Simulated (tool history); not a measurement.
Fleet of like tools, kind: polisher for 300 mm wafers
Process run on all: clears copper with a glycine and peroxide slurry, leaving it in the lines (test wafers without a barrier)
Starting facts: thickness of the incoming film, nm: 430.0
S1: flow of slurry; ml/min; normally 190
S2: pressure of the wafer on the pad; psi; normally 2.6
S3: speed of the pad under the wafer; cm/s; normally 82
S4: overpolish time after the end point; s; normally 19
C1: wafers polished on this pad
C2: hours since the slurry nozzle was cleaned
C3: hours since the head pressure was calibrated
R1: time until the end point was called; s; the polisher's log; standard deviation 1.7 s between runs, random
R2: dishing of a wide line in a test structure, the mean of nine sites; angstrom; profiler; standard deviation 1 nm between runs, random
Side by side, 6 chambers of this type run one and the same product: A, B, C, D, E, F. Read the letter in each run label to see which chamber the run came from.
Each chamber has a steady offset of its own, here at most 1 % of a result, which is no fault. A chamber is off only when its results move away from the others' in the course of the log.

Run 1D, hour 5.4: usual settings; C1 299; C2 283.3; C3 179. Result: R1 104.57 s, R2 543.56 angstrom.
Run 2E, hour 11: usual settings; C1 185; C2 18.5; C3 122.3. Result: R1 102.45 s, R2 542.35 angstrom.
Run 3F, hour 15.1: usual settings; C1 466; C2 246.2; C3 657.4. Result: R1 104.41 s, R2 526.96 angstrom.
Run 4C, hour 23.1: usual settings; C1 299; C2 250.6; C3 265.4. Result: R1 98.549 s, R2 547.06 angstrom.
Run 5B, hour 29.7: usual settings; C1 264; C2 566.6; C3 558.7. Result: R1 104.13 s, R2 554.6 angstrom.
Run 6A, hour 36.1: usual settings; C1 940; C2 524; C3 214.4. Result: R1 99.824 s, R2 548.24 angstrom.
At hour 40.5: chamber A: worn pad replaced by a new one.
At hour 42: chamber D: worn pad replaced by a new one.
Run 7B, hour 42: usual settings; C1 369; C2 578.9; C3 571. Result: R1 100.63 s, R2 529.32 angstrom.
At hour 46.7: chamber D: slurry nozzle cleaned.
Run 8F, hour 46.8: usual settings; C1 736; C2 277.9; C3 689.1. Result: R1 102.89 s, R2 565.84 angstrom.
Run 9C, hour 52.4: usual settings but S2 3.4 psi, S3 98 cm/s; C1 549; C2 279.9; C3 294.7. Result: R1 71.327 s, R2 731.5 angstrom.
Run 10E, hour 60.2: usual settings but S2 3.4 psi, S3 98 cm/s; C1 605; C2 67.7; C3 171.5. Result: R1 71.23 s, R2 740.05 angstrom.
Run 11A, hour 64.8: usual settings but S2 3.4 psi, S3 98 cm/s; C1 207; C2 552.7; C3 243.1. Result: R1 70.275 s, R2 744.74 angstrom.
Run 12D, hour 68.7: usual settings but S2 3.4 psi, S3 98 cm/s; C1 227; C2 22; C3 242.3. Result: R1 71.644 s, R2 745.59 angstrom.
Run 13A, hour 72.4: usual settings but S2 3.4 psi, S3 98 cm/s; C1 272; C2 560.3; C3 250.7. Result: R1 72.11 s, R2 751.47 angstrom.
Run 14E, hour 77.3: usual settings but S2 3.4 psi, S3 98 cm/s; C1 751; C2 84.8; C3 188.6. Result: R1 72.24 s, R2 750.14 angstrom.
At hour 83.1: chamber B: slurry nozzle cleaned.
Run 15F, hour 84.4: usual settings but S1 130 ml/min, S2 3.5 psi; C1 1056; C2 315.5; C3 726.7. Result: R1 85.233 s, R2 654.79 angstrom.
Run 16B, hour 92.2: usual settings but S1 130 ml/min, S2 3.5 psi; C1 797; C2 9.2; C3 621.2. Result: R1 85.955 s, R2 637.68 angstrom.
At hour 92.9: chamber C: worn pad replaced by a new one.
At hour 95.5: chamber C: slurry nozzle cleaned.
Run 17C, hour 97.9: usual settings but S1 130 ml/min, S2 3.5 psi; C1 42; C2 2.5; C3 340.2. Result: R1 87.983 s, R2 644.69 angstrom.
At hour 99.4: chamber F: worn pad replaced by a new one.
Run 18D, hour 103: usual settings but S1 130 ml/min, S2 3.5 psi; C1 520; C2 56.3; C3 276.6. Result: R1 85.57 s, R2 642.13 angstrom.
Run 19C, hour 108.2: usual settings but S1 130 ml/min, S2 3.5 psi; C1 130; C2 12.8; C3 350.5. Result: R1 85.528 s, R2 644.54 angstrom.
Run 20B, hour 112.5: usual settings but S1 130 ml/min, S2 3.5 psi; C1 970; C2 29.5; C3 641.5. Result: R1 83.931 s, R2 643.64 angstrom.
At hour 112.9: chamber D: worn pad replaced by a new one.
Run 21E, hour 116.6: usual settings; C1 1086; C2 124.1; C3 227.9. Result: R1 104.52 s, R2 553.93 angstrom.
Run 22F, hour 124.7: usual settings; C1 215; C2 355.8; C3 767. Result: R1 103.27 s, R2 543.49 angstrom.
Run 23D, hour 131.8: usual settings; C1 161; C2 85.1; C3 305.4. Result: R1 102.71 s, R2 540.16 angstrom.
Run 24A, hour 138.5: usual settings; C1 836; C2 626.4; C3 316.8. Result: R1 103.3 s, R2 548.3 angstrom.
At hour 140.4: chamber A: worn pad replaced by a new one.
At hour 143.4: chamber A: slurry nozzle cleaned.
Run 25F, hour 144.5: usual settings but S1 245 ml/min, S2 3.1 psi; C1 384; C2 375.6; C3 786.8. Result: R1 87.56 s, R2 623.22 angstrom.
At hour 148.7: chamber D: head pressure recalibrated.
Run 26B, hour 149.2: usual settings but S1 245 ml/min, S2 3.1 psi; C1 1283; C2 66.2; C3 678.2. Result: R1 85.645 s, R2 643.07 angstrom.
At hour 154: chamber B: worn pad replaced by a new one.
Run 27E, hour 154.1: usual settings but S1 245 ml/min, S2 3.1 psi; C1 1405; C2 161.6; C3 265.4. Result: R1 87.435 s, R2 637.48 angstrom.
Run 28C, hour 158.1: usual settings but S1 245 ml/min, S2 3.1 psi; C1 556; C2 62.7; C3 400.4. Result: R1 86.119 s, R2 643.18 angstrom.
Run 29A, hour 165: usual settings but S1 245 ml/min, S2 3.1 psi; C1 210; C2 21.7; C3 343.3. Result: R1 84.719 s, R2 631.31 angstrom.
Run 30D, hour 171.6: usual settings but S1 245 ml/min, S2 3.1 psi; C1 501; C2 124.9; C3 22.9. Result: R1 87.856 s, R2 643.04 angstrom.
At hour 173.3: chamber E: worn pad replaced by a new one.
At hour 176.3: chamber C: worn pad replaced by a new one.
Run 31F, hour 177.5: usual settings; C1 665; C2 408.6; C3 819.8. Result: R1 104.82 s, R2 550.1 angstrom.
Run 32B, hour 184.2: usual settings but S3 102 cm/s; C1 258; C2 101.2; C3 713.2. Result: R1 86.257 s, R2 640.13 angstrom.
At hour 184.5: chamber D: worn pad replaced by a new one.
Run 33D, hour 188.9: usual settings but S3 102 cm/s; C1 37; C2 142.2; C3 40.2. Result: R1 86.233 s, R2 637.71 angstrom.
Run 34A, hour 193.9: usual settings but S3 102 cm/s; C1 456; C2 50.6; C3 372.2. Result: R1 87.425 s, R2 641.61 angstrom.
Run 35C, hour 201.6: usual settings but S3 102 cm/s; C1 215; C2 106.2; C3 443.9. Result: R1 84.762 s, R2 640.59 angstrom.
Run 36E, hour 206: usual settings but S3 102 cm/s; C1 278; C2 213.5; C3 317.3. Result: R1 87.384 s, R2 626.73 angstrom.
Run 37E, hour 212.1: usual settings but S3 102 cm/s; C1 330; C2 219.6; C3 323.4. Result: R1 86.046 s, R2 622.48 angstrom.
Run 38B, hour 218.6: usual settings; C1 551; C2 135.6; C3 747.6. Result: R1 103.66 s, R2 550.9 angstrom.
Run 39C, hour 223.4: usual settings; C1 401; C2 128; C3 465.7. Result: R1 98.982 s, R2 571.03 angstrom.
Run 40F, hour 227.1: usual settings but S4 27 s; C1 1088; C2 458.2; C3 869.4. Result: R1 102.79 s, R2 742.19 angstrom.
Run 41D, hour 232.6: usual settings but S4 27 s; C1 410; C2 185.9; C3 83.9. Result: R1 101.78 s, R2 736.26 angstrom.
Run 42A, hour 238.2: usual settings but S4 27 s; C1 834; C2 94.9; C3 416.5. Result: R1 99.817 s, R2 744.85 angstrom.
Run 43D, hour 243.1: usual settings but S4 27 s; C1 500; C2 196.4; C3 94.4. Result: R1 103.77 s, R2 730.7 angstrom.

All chambers now run identical settings, listed one chamber a line with results as question marks. What results will each chamber show?
Run 44A, hour 249.1: usual settings. Result: R1 ?, R2 ?.
Run 44B, hour 249.1: usual settings. Result: R1 ?, R2 ?.
Run 44C, hour 249.1: usual settings. Result: R1 ?, R2 ?.
Run 44D, hour 249.1: usual settings. Result: R1 ?, R2 ?.
Run 44E, hour 249.1: usual settings. Result: R1 ?, R2 ?.
Run 44F, hour 249.1: usual settings. Result: R1 ?, R2 ?.

run      R1      R2
44A  101.14  543.49
44B  102.91  546.18
44C  101.76  533.01
44D  104.85   541.4
44E  104.59   559.9
44F   105.7  535.39
